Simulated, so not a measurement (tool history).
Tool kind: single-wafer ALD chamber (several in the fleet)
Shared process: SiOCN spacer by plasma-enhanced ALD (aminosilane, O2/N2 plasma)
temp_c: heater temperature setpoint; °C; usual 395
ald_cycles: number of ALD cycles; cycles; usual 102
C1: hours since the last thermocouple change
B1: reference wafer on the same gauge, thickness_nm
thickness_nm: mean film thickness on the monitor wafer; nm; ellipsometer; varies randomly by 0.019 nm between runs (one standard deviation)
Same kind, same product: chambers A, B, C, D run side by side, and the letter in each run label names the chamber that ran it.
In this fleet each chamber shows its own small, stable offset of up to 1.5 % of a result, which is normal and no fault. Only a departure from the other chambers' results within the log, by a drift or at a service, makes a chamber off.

{"run": "1A", "day": 0.288, "temp_c": 395, "ald_cycles": 102, "C1": 869.9, "B1": 5.2704, "thickness_nm": 6.1436}
{"run": "2B", "day": 0.562, "temp_c": 395, "ald_cycles": 102, "C1": 802.6, "B1": 5.2689, "thickness_nm": 6.1431}
{"run": "3D", "day": 0.812, "temp_c": 395, "ald_cycles": 102, "C1": 1871.9, "B1": 5.2712, "thickness_nm": 6.0817}
{"run": "4C", "day": 1.192, "temp_c": 395, "ald_cycles": 102, "C1": 2127.8, "B1": 5.2653, "thickness_nm": 6.1288}
{"run": "5A", "day": 1.533, "temp_c": 395, "ald_cycles": 102, "C1": 899.8, "B1": 5.2673, "thickness_nm": 6.1327}
{"run": "6B", "day": 1.808, "temp_c": 395, "ald_cycles": 102, "C1": 832.5, "B1": 5.2719, "thickness_nm": 6.1469}
{"run": "7D", "day": 2.204, "temp_c": 395, "ald_cycles": 102, "C1": 1905.3, "B1": 5.2726, "thickness_nm": 6.0817}
{"run": "8C", "day": 2.483, "temp_c": 395, "ald_cycles": 102, "C1": 2158.8, "B1": 5.2723, "thickness_nm": 6.1615}
{"run": "9A", "day": 2.792, "temp_c": 395, "ald_cycles": 102, "C1": 930, "B1": 5.2703, "thickness_nm": 6.1562}
{"run": "10C", "day": 3.129, "temp_c": 395, "ald_cycles": 102, "C1": 2174.3, "B1": 5.2732, "thickness_nm": 6.1398}
{"run": "11B", "day": 3.371, "temp_c": 395, "ald_cycles": 102, "C1": 870, "B1": 5.2735, "thickness_nm": 6.1614}
{"run": "12D", "day": 3.758, "temp_c": 395, "ald_cycles": 102, "C1": 1942.6, "B1": 5.2704, "thickness_nm": 6.0594}
{"run": "13C", "day": 4.071, "temp_c": 395, "ald_cycles": 102, "C1": 2196.9, "B1": 5.2672, "thickness_nm": 6.1161}
{"run": "14A", "day": 4.371, "temp_c": 408, "ald_cycles": 102, "C1": 967.9, "B1": 5.2745, "thickness_nm": 5.989}
{"run": "15D", "day": 4.588, "temp_c": 408, "ald_cycles": 102, "C1": 1962.5, "B1": 5.2687, "thickness_nm": 5.9189}
{"run": "16B", "day": 4.896, "temp_c": 408, "ald_cycles": 102, "C1": 906.6, "B1": 5.2708, "thickness_nm": 5.9081}
{"run": "17A", "day": 5.208, "temp_c": 408, "ald_cycles": 102, "C1": 988, "B1": 5.267, "thickness_nm": 5.9763}
{"run": "18B", "day": 5.583, "temp_c": 395, "ald_cycles": 102, "C1": 923.1, "B1": 5.2677, "thickness_nm": 6.1606}
{"run": "19C", "day": 5.771, "temp_c": 395, "ald_cycles": 102, "C1": 2237.7, "B1": 5.2692, "thickness_nm": 6.131}
{"run": "20D", "day": 6.042, "temp_c": 409, "ald_cycles": 122, "C1": 1997.4, "B1": 5.2712, "thickness_nm": 7.0432}
{"run": "21B", "day": 6.358, "temp_c": 409, "ald_cycles": 122, "C1": 941.7, "B1": 5.2684, "thickness_nm": 7.0104}
{"run": "22C", "day": 6.638, "temp_c": 409, "ald_cycles": 122, "C1": 2258.5, "B1": 5.271, "thickness_nm": 7.1297}
{"day": 6.692, "done": "chamber C: thermocouple changed; heater temperature recalibrated"}
{"run": "23A", "day": 7.033, "temp_c": 409, "ald_cycles": 122, "C1": 1031.8, "B1": 5.2726, "thickness_nm": 7.1632}
{"run": "24D", "day": 7.229, "temp_c": 395, "ald_cycles": 102, "C1": 2025.9, "B1": 5.2703, "thickness_nm": 6.0543}
{"run": "25C", "day": 7.575, "temp_c": 395, "ald_cycles": 102, "C1": 21.2, "B1": 5.2699, "thickness_nm": 6.111}
{"run": "26A", "day": 7.771, "temp_c": 395, "ald_cycles": 102, "C1": 1049.5, "B1": 5.2713, "thickness_nm": 6.1533}
{"run": "27B", "day": 8.179, "temp_c": 395, "ald_cycles": 102, "C1": 985.4, "B1": 5.2698, "thickness_nm": 6.1672}
{"run": "28D", "day": 8.392, "temp_c": 395, "ald_cycles": 102, "C1": 2053.8, "B1": 5.2692, "thickness_nm": 6.0738}
{"run": "29B", "day": 8.7, "temp_c": 395, "ald_cycles": 102, "C1": 997.9, "B1": 5.2712, "thickness_nm": 6.1712}
{"day": 8.704, "done": "chamber B: thermocouple changed; heater temperature recalibrated"}
{"run": "30C", "day": 9.008, "temp_c": 395, "ald_cycles": 102, "C1": 55.6, "B1": 5.2698, "thickness_nm": 6.1261}
{"run": "31D", "day": 9.392, "temp_c": 395, "ald_cycles": 102, "C1": 2077.8, "B1": 5.2681, "thickness_nm": 6.082}
{"run": "32A", "day": 9.758, "temp_c": 395, "ald_cycles": 102, "C1": 1097.2, "B1": 5.2676, "thickness_nm": 6.1385}
{"run": "33A", "day": 10.158, "temp_c": 395, "ald_cycles": 108, "C1": 1106.8, "B1": 5.2697, "thickness_nm": 6.4968}
{"run": "34C", "day": 10.442, "temp_c": 395, "ald_cycles": 108, "C1": 90, "B1": 5.2719, "thickness_nm": 6.4791}
{"run": "35D", "day": 10.779, "temp_c": 395, "ald_cycles": 108, "C1": 2111.1, "B1": 5.2696, "thickness_nm": 6.4359}
{"run": "36B", "day": 11.142, "temp_c": 395, "ald_cycles": 108, "C1": 58.6, "B1": 5.2654, "thickness_nm": 6.552}
{"run": "37A", "day": 11.496, "temp_c": 395, "ald_cycles": 102, "C1": 1138.9, "B1": 5.2665, "thickness_nm": 6.1667}
{"run": "38B", "day": 11.829, "temp_c": 400, "ald_cycles": 113, "C1": 75.1, "B1": 5.2678, "thickness_nm": 6.8316}
{"run": "39D", "day": 12.162, "temp_c": 400, "ald_cycles": 113, "C1": 2144.3, "B1": 5.275, "thickness_nm": 6.7239}
{"run": "40C", "day": 12.483, "temp_c": 400, "ald_cycles": 113, "C1": 139, "B1": 5.2706, "thickness_nm": 6.7852}

Decide between three cases: one chamber stands off from its peers, the gauge reading all wafers drifts, or nothing is wrong past each chamber's small offset. Where a chamber is off, say which and what most likely put it there.

The fleet is healthy, with each chamber sitting at its usual small offset and no drift in the gauge.

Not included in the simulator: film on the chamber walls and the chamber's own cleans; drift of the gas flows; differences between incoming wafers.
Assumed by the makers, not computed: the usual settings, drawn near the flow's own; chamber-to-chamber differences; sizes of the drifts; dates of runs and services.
